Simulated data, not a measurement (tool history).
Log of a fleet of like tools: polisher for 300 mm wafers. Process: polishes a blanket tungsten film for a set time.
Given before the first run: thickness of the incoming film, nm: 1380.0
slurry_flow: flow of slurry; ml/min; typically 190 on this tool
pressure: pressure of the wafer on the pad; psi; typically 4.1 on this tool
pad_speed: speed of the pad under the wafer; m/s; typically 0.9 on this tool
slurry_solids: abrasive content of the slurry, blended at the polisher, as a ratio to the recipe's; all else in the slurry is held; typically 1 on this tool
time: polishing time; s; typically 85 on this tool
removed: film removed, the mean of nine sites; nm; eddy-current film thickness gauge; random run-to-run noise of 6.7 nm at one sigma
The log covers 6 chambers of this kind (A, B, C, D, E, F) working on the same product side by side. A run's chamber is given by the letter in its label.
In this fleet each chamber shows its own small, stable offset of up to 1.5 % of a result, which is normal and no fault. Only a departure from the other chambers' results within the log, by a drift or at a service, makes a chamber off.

run 1C hour=7.1 | slurry_flow=190 pressure=4.1 pad_speed=0.9 slurry_solids=1 time=85 | removed=469.6
-- hour=8.2 chamber E: worn pad replaced by a new one
-- hour=16.1 chamber F: worn pad replaced by a new one
run 2A hour=17.2 | slurry_flow=190 pressure=4.1 pad_speed=0.9 slurry_solids=1 time=85 | removed=462.07
-- hour=18 chamber C: slurry blender recalibrated
-- hour=19.1 chamber C: slurry nozzle cleaned
-- hour=23.7 chamber D: worn pad replaced by a new one
run 3D hour=25.4 | slurry_flow=190 pressure=4.1 pad_speed=0.9 slurry_solids=1 time=85 | removed=449.18
run 4B hour=33.9 | slurry_flow=190 pressure=4.1 pad_speed=0.9 slurry_solids=1 time=85 | removed=456.31
-- hour=34.8 chamber E: slurry blender recalibrated
-- hour=43.9 chamber C: worn pad replaced by a new one
run 5E hour=47.9 | slurry_flow=190 pressure=4.1 pad_speed=0.9 slurry_solids=1 time=85 | removed=463.35
run 6F hour=57 | slurry_flow=190 pressure=4.1 pad_speed=1.06 slurry_solids=0.75 time=85 | removed=516.89
-- hour=58 chamber D: slurry nozzle cleaned
-- hour=60.6 chamber B: slurry nozzle cleaned
-- hour=66.1 chamber B: worn pad replaced by a new one
run 7F hour=66.5 | slurry_flow=190 pressure=4.1 pad_speed=1.06 slurry_solids=0.75 time=85 | removed=507.84
-- hour=69.8 chamber A: worn pad replaced by a new one
-- hour=70.2 chamber A: slurry tank refilled with fresh slurry and peroxide
-- hour=77 chamber B: slurry tank refilled with fresh slurry and peroxide
run 8C hour=77.2 | slurry_flow=190 pressure=4.1 pad_speed=1.06 slurry_solids=0.75 time=85 | removed=525.16
-- hour=81.9 chamber C: slurry tank refilled with fresh slurry and peroxide
-- hour=88.8 chamber F: worn pad replaced by a new one
-- hour=93.3 chamber D: worn pad replaced by a new one
run 9B hour=93.3 | slurry_flow=190 pressure=4.1 pad_speed=1.06 slurry_solids=0.75 time=85 | removed=507.97
-- hour=95.4 chamber E: worn pad replaced by a new one
run 10D hour=108.5 | slurry_flow=190 pressure=4.1 pad_speed=1.06 slurry_solids=0.75 time=85 | removed=508.67
-- hour=109.2 chamber F: slurry nozzle cleaned
run 11A hour=116.4 | slurry_flow=190 pressure=4.1 pad_speed=1.06 slurry_solids=0.75 time=85 | removed=519.7
run 12E hour=125.4 | slurry_flow=190 pressure=4.1 pad_speed=0.9 slurry_solids=1 time=85 | removed=444.8
-- hour=131.3 chamber D: slurry tank refilled with fresh slurry and peroxide
run 13B hour=132.4 | slurry_flow=190 pressure=4.1 pad_speed=0.9 slurry_solids=1 time=85 | removed=471.02
-- hour=133.4 chamber F: slurry blender recalibrated
-- hour=139.5 chamber E: slurry blender recalibrated
run 14F hour=139.7 | slurry_flow=190 pressure=4.1 pad_speed=0.9 slurry_solids=1 time=85 | removed=470.57
-- hour=142.1 chamber B: worn pad replaced by a new one
-- hour=144.5 chamber E: slurry tank refilled with fresh slurry and peroxide
-- hour=147.9 chamber B: slurry blender recalibrated
-- hour=148.7 chamber C: worn pad replaced by a new one
-- hour=150.8 chamber A: worn pad replaced by a new one
-- hour=153.4 chamber F: slurry tank refilled with fresh slurry and peroxide
run 15D hour=154.1 | slurry_flow=190 pressure=4.1 pad_speed=0.9 slurry_solids=1 time=85 | removed=454.42
-- hour=162.5 chamber A: slurry blender recalibrated
-- hour=164.6 chamber B: slurry tank refilled with fresh slurry and peroxide
-- hour=166 chamber A: head pressure recalibrated
-- hour=166.1 chamber D: worn pad replaced by a new one
run 16E hour=167.5 | slurry_flow=190 pressure=4.1 pad_speed=0.9 slurry_solids=1 time=85 | removed=457.35
-- hour=172.6 chamber F: worn pad replaced by a new one
run 17C hour=177.3 | slurry_flow=190 pressure=4.1 pad_speed=0.9 slurry_solids=1 time=85 | removed=464.09
-- hour=180.9 chamber E: worn pad replaced by a new one
run 18A hour=185.7 | slurry_flow=190 pressure=4.1 pad_speed=0.9 slurry_solids=1 time=85 | removed=472
-- hour=196.1 chamber C: slurry tank refilled with fresh slurry and peroxide
run 19B hour=201.2 | slurry_flow=190 pressure=4.1 pad_speed=0.9 slurry_solids=1 time=85 | removed=443.41
-- hour=207.7 chamber A: slurry tank refilled with fresh slurry and peroxide
run 20D hour=208.4 | slurry_flow=190 pressure=4.1 pad_speed=0.9 slurry_solids=1 time=85 | removed=445.3
-- hour=211.9 chamber B: worn pad replaced by a new one
run 21E hour=224.6 | slurry_flow=190 pressure=5 pad_speed=0.9 slurry_solids=1 time=85 | removed=536.5
-- hour=227.1 chamber A: worn pad replaced by a new one
run 22F hour=237.2 | slurry_flow=190 pressure=5 pad_speed=0.9 slurry_solids=1 time=85 | removed=578.76
-- hour=239 chamber D: worn pad replaced by a new one
-- hour=240.5 chamber F: worn pad replaced by a new one
-- hour=249.7 chamber D: slurry blender recalibrated
run 23A hour=251.3 | slurry_flow=190 pressure=5 pad_speed=0.9 slurry_solids=1 time=85 | removed=569.37
-- hour=257.3 chamber C: worn pad replaced by a new one
-- hour=258 chamber E: slurry blender recalibrated
-- hour=266.2 chamber E: worn pad replaced by a new one
run 24C hour=266.9 | slurry_flow=190 pressure=5 pad_speed=0.9 slurry_solids=1 time=85 | removed=534.44
-- hour=272.9 chamber B: slurry tank refilled with fresh slurry and peroxide
run 25E hour=274.1 | slurry_flow=190 pressure=5 pad_speed=0.9 slurry_solids=1 time=85 | removed=557.45
-- hour=279.4 chamber A: slurry nozzle cleaned
-- hour=282 chamber B: worn pad replaced by a new one
run 26F hour=284.2 | slurry_flow=190 pressure=5 pad_speed=0.9 slurry_solids=1 time=85 | removed=579.29
-- hour=290.8 chamber D: slurry tank refilled with fresh slurry and peroxide
run 27A hour=291.3 | slurry_flow=190 pressure=4.1 pad_speed=0.9 slurry_solids=1 time=85 | removed=459.55
run 28C hour=307.1 | slurry_flow=190 pressure=4.1 pad_speed=0.9 slurry_solids=1 time=85 | removed=432.42
-- hour=311.6 chamber A: worn pad replaced by a new one
-- hour=314.1 chamber F: worn pad replaced by a new one
run 29B hour=314.1 | slurry_flow=190 pressure=4.1 pad_speed=0.9 slurry_solids=1 time=85 | removed=459.59
-- hour=314.4 chamber C: slurry tank refilled with fresh slurry and peroxide
-- hour=317.9 chamber F: slurry blender recalibrated
run 30D hour=323.7 | slurry_flow=190 pressure=4.1 pad_speed=0.9 slurry_solids=1 time=85 | removed=457.63
-- hour=324.3 chamber D: worn pad replaced by a new one
-- hour=331.6 chamber E: slurry tank refilled with fresh slurry and peroxide
-- hour=332.9 chamber E: worn pad replaced by a new one
run 31E hour=336.2 | slurry_flow=190 pressure=4.1 pad_speed=0.9 slurry_solids=1 time=85 | removed=458.54
-- hour=336.5 chamber C: slurry nozzle cleaned
-- hour=343.4 chamber F: slurry tank refilled with fresh slurry and peroxide
run 32F hour=346.6 | slurry_flow=190 pressure=4.1 pad_speed=0.9 slurry_solids=1 time=85 | removed=468.62
run 33D hour=354.7 | slurry_flow=190 pressure=4.1 pad_speed=0.9 slurry_solids=1 time=85 | removed=459.69
-- hour=355.5 chamber B: worn pad replaced by a new one
run 34C hour=361.8 | slurry_flow=190 pressure=4.1 pad_speed=0.9 slurry_solids=1.25 time=85 | removed=448.84
run 35B hour=368.7 | slurry_flow=190 pressure=4.1 pad_speed=0.9 slurry_solids=1.25 time=85 | removed=475.98
-- hour=374.1 chamber A: slurry tank refilled with fresh slurry and peroxide
run 36A hour=376 | slurry_flow=190 pressure=4.1 pad_speed=0.9 slurry_solids=1.25 time=85 | removed=476.91
run 37D hour=384 | slurry_flow=190 pressure=4.1 pad_speed=0.9 slurry_solids=1.25 time=85 | removed=478.45

All chambers now run identical settings, listed one chamber a line with results as question marks. What results will each chamber show?
run 38A hour=395.6 | slurry_flow=190 pressure=4.1 pad_speed=0.9 slurry_solids=1 time=85 | removed=?
run 38B hour=395.6 | slurry_flow=190 pressure=4.1 pad_speed=0.9 slurry_solids=1 time=85 | removed=?
run 38C hour=395.6 | slurry_flow=190 pressure=4.1 pad_speed=0.9 slurry_solids=1 time=85 | removed=?
run 38D hour=395.6 | slurry_flow=190 pressure=4.1 pad_speed=0.9 slurry_solids=1 time=85 | removed=?
run 38E hour=395.6 | slurry_flow=190 pressure=4.1 pad_speed=0.9 slurry_solids=1 time=85 | removed=?
run 38F hour=395.6 | slurry_flow=190 pressure=4.1 pad_speed=0.9 slurry_solids=1 time=85 | removed=?

run=38A removed=479.41
run=38B removed=447.83
run=38C removed=414.08
run=38D removed=459.96
run=38E removed=458.13
run=38F removed=456.21
